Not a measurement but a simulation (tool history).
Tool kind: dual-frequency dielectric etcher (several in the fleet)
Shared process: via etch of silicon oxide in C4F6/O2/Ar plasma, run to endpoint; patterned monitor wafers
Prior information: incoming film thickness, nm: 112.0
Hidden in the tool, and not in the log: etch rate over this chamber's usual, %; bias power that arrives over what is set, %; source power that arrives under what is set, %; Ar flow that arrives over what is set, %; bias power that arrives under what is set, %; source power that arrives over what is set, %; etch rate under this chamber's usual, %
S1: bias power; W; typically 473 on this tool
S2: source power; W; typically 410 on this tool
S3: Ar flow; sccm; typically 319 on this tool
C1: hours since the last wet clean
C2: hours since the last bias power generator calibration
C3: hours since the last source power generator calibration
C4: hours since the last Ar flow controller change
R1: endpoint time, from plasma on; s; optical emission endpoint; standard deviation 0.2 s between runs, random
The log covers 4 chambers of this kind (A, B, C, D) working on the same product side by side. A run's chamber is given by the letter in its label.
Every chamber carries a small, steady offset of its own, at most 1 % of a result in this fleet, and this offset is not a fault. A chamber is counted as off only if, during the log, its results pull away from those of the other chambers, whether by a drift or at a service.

run	day	S1	S2	S3	C1	C2	C3	C4	R1
# day 0.183: chamber C: source power generator calibrated
1B	0.371	473	410	319	144.4	2276.1	1271.6	2001.6	25.423
2D	0.683	473	410	319	367.1	670.2	1205.9	661.5	25.099
3A	1.108	473	410	319	186.1	1146.9	944.9	4082.1	25.585
4C	1.629	473	410	319	336.0	122.0	34.7	1061.2	25.395
5A	1.888	473	410	319	204.8	1165.6	963.6	4100.8	25.111
6B	2.321	473	410	319	191.2	2322.9	1318.4	2048.4	25.436
7C	2.804	473	410	319	364.2	150.2	62.9	1089.4	24.907
8D	3.075	473	410	319	424.5	727.6	1263.3	718.9	25.606
9B	3.329	473	410	319	215.4	2347.1	1342.6	2072.6	25.461
10C	3.779	473	410	319	387.6	173.6	86.3	1112.8	25.036
11D	4.075	473	410	319	448.5	751.6	1287.3	742.9	24.817
12A	4.408	473	410	319	265.3	1226.1	1024.1	4161.3	25.181
13A	4.712	556	350	319	272.6	1233.4	1031.4	4168.6	25.207
14C	5.138	556	350	319	420.2	206.2	118.9	1145.4	25.340
15D	5.642	556	350	319	486.1	789.2	1324.9	780.5	25.576
16B	6.162	556	350	319	283.4	2415.1	1410.6	2140.6	25.450
17B	6.425	473	410	319	289.7	2421.4	1416.9	2146.9	25.723
18D	6.950	473	410	319	517.5	820.6	1356.3	811.9	26.061
19A	7.433	473	410	319	337.9	1298.7	1096.7	4233.9	24.841
20C	7.712	473	410	319	482.0	268.0	180.7	1207.2	25.217
21D	7.958	473	410	319	541.7	844.8	1380.5	836.1	25.810
22C	8.242	473	410	319	494.7	280.7	193.4	1219.9	25.427
23B	8.504	473	410	319	339.6	2471.3	1466.8	2196.8	25.539
24A	8.750	473	410	319	369.5	1330.3	1128.3	4265.5	25.028
25A	9.158	473	410	319	379.3	1340.1	1138.1	4275.3	24.905
26D	9.446	473	410	319	577.4	880.5	1416.2	871.8	26.558
27B	9.750	473	410	319	369.5	2501.2	1496.7	2226.7	25.584
28C	10.092	473	410	319	539.1	325.1	237.8	1264.3	24.797
# day 10.392: chamber B: wet clean of the chamber
29C	10.429	473	410	319	547.2	333.2	245.9	1272.4	25.341
30D	10.733	473	410	319	608.3	911.4	1447.1	902.7	26.134
31B	11.067	473	410	319	16.2	2532.8	1528.3	2258.3	25.479

Next, every chamber runs the same settings. What will each give?
32A	11.462	473	410	319					?
32B	11.462	473	410	319					?
32C	11.462	473	410	319					?
32D	11.462	473	410	319					?

run	R1
32A	25.167
32B	25.474
32C	25.269
32D	26.957
